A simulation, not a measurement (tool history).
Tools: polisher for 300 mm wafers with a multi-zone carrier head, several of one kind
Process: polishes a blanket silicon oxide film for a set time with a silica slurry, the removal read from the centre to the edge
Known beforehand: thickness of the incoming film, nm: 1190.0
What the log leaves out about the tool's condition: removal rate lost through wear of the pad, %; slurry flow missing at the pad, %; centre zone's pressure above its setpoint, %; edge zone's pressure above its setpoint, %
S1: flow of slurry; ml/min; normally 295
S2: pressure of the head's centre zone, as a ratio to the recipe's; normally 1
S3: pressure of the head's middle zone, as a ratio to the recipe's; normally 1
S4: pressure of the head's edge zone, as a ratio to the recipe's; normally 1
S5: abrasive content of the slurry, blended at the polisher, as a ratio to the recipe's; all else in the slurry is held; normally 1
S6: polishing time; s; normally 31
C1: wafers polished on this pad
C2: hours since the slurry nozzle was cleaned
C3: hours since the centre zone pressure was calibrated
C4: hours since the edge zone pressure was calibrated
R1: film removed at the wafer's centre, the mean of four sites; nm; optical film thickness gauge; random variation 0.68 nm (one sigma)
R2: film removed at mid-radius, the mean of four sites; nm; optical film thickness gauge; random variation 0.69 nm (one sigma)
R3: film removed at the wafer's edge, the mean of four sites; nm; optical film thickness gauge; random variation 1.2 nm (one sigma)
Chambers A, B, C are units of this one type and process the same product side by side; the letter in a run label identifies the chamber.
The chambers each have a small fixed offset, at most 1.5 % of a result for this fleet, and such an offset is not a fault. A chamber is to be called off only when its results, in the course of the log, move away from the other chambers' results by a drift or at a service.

run   hour   S1    S2    S3   S4  S5  S6    C1     C2     C3     C4      R1      R2      R3
 1C      3  295     1     1    1   1  31  1343  243.9  431.8  585.9  100.48  101.09  101.64
       4.2  -- chamber C: worn pad replaced by a new one
 2A    6.4  295     1     1    1   1  31   470  305.4  473.6    765   101.9  102.07  101.47
 3B   10.4  295     1     1    1   1  31   393   75.4   50.8   64.6   102.8  102.48   100.6
 4A     14  295     1     1    1   1  31   529    313  481.2  772.6  102.55  103.04  103.03
 5B   16.8  295     1     1    1   1  31   443   81.8   57.2     71  103.23   101.6  103.39
 6C   19.6  295     1     1    1   1  31   119  260.5  448.4  602.5  100.36  101.85  99.758
 7B   22.7  295     1     1    1   1  31   488   87.7   63.1   76.9  103.15   102.4  102.35
 8A     27  295     1     1    1   1  31   630    326  494.2  785.6  101.94  102.19  103.01
 9C   31.8  295     1  0.92  0.9   1  31   214  272.7  460.6  614.7  99.541  94.402  96.141
10A     36  295     1  0.92  0.9   1  31   700    335  503.2  794.6  102.07  95.956  97.909
11B   40.8  295     1  0.92  0.9   1  31   629  105.8   81.2     95  101.87  93.789  96.304
12C   44.6  295     1     1    1   1  31   313  285.5  473.4  627.5  100.37  101.28  100.27
13A   48.8  295     1     1    1   1  31   800  347.8    516  807.4  102.36   104.6  102.84
14C   52.1  295     1     1    1   1  31   371    293  480.9    635  99.398  101.12  101.34
      54.4  -- chamber B: worn pad replaced by a new one
15B     55  295     1     1    1   1  31     4    120   95.4  109.2  103.51  102.35  101.29
16A   57.6  295     1     1    1   1  31   868  356.6  524.8  816.2  101.25  102.14  100.76
17C   60.2  295     1     1    1   1  31   434  301.1    489  643.1  99.186  101.31   102.9
18B   63.1  295     1     1    1   1  31    67  128.1  103.5  117.3  104.02  102.55  103.55
19C   66.9  295     1     1    1   1  31   486  307.8  495.7  649.8  100.09  102.94   101.8
20A   71.6  295     1     1    1   1  31   977  370.6  538.8  830.2  102.71  103.22  102.03
21B   75.2  295     1     1    1   1  31   161  140.2  115.6  129.4  102.43  102.55  101.49
22A   78.4  295     1     1    1   1  31  1029  377.4  545.6    837  101.83  102.13  102.72
      79.4  -- chamber A: worn pad replaced by a new one
23B   80.8  295     1     1    1   1  31   205  145.8  121.2    135  103.03  101.31  101.55
24C     84  295     1     1    1   1  31   619  324.9  512.8  666.9  103.46  101.24  100.43
25C   88.2  295     1     1    1   1  31   652  329.1    517  671.1  103.37  102.02  101.37
26B   92.3  295     1     1    1   1  31   294  157.3  132.7  146.5  103.79  101.46  101.67
27A   94.8  295     1     1    1   1  31   120  393.8    562  853.4  102.39  103.71  100.56
      96.3  -- chamber C: edge zone pressure recalibrated
28A   97.9  295  0.96     1    1   1  31   144  396.9  565.1  856.5  98.226  103.07  103.05
29C    101  295  0.96     1    1   1  31   751  341.9  529.8    4.8  99.902  100.97  103.41
30B  103.5  295  0.96     1    1   1  31   381  168.5  143.9  157.7  98.398  103.04  99.964
31A  108.6  295     1     1    1   1  31   227  407.6  575.8  867.2  102.73   102.5  103.47
32B  113.4  295     1     1    1   1  31   458  178.4  153.8  167.6   101.4  102.45  100.68
33C  116.8  295     1     1    1   1  31   874  357.7  545.6   20.6  104.93  101.46  100.82
34B  120.5  295     1     1    1   1  31   513  185.5  160.9  174.7  103.26  102.44  102.46
35C  124.2  295     1     1    1   1  31   931  365.1    553     28  105.92  101.45  100.42
36A  128.8  360     1     1    1   1  31   384  427.8    596  887.4  104.87  105.46  103.87
       129  -- chamber C: slurry nozzle cleaned
37B  132.5  360     1     1    1   1  31   606  197.5  172.9  186.7  105.11  103.44   102.2
       134  -- chamber B: worn pad replaced by a new one
38A    135  360     1     1    1   1  31   432    434  602.2  893.6  104.31  105.22  102.33
39C  137.5  295     1     1    1   1  31  1034    8.6  566.3   41.3  109.49  102.21  103.61
40B  139.9  295     1     1    1   1  31    46  204.9  180.3  194.1  103.32  102.64  100.46
41C  144.5  295     1     1    1   1  31  1089   15.6  573.3   48.3  110.64  100.25  101.28
42A  149.3  295     1     1    1   1  31   543  448.3  616.5  907.9  102.95  103.51  101.54
43A  153.6  295     1     1    1   1  31   576  452.6  620.8  912.2  102.27  101.07  102.94

All 3 chambers run these settings next. Forecast each chamber's results:
44A  157.3  295   1   1   1   1  31                   ?   ?   ?
44B  157.3  295   1   1   1   1  31                   ?   ?   ?
44C  157.3  295   1   1   1   1  31                   ?   ?   ?

run      R1      R2      R3
44A  103.22  103.17  102.87
44B  104.57  103.06  101.86
44C  111.08  102.67  101.78
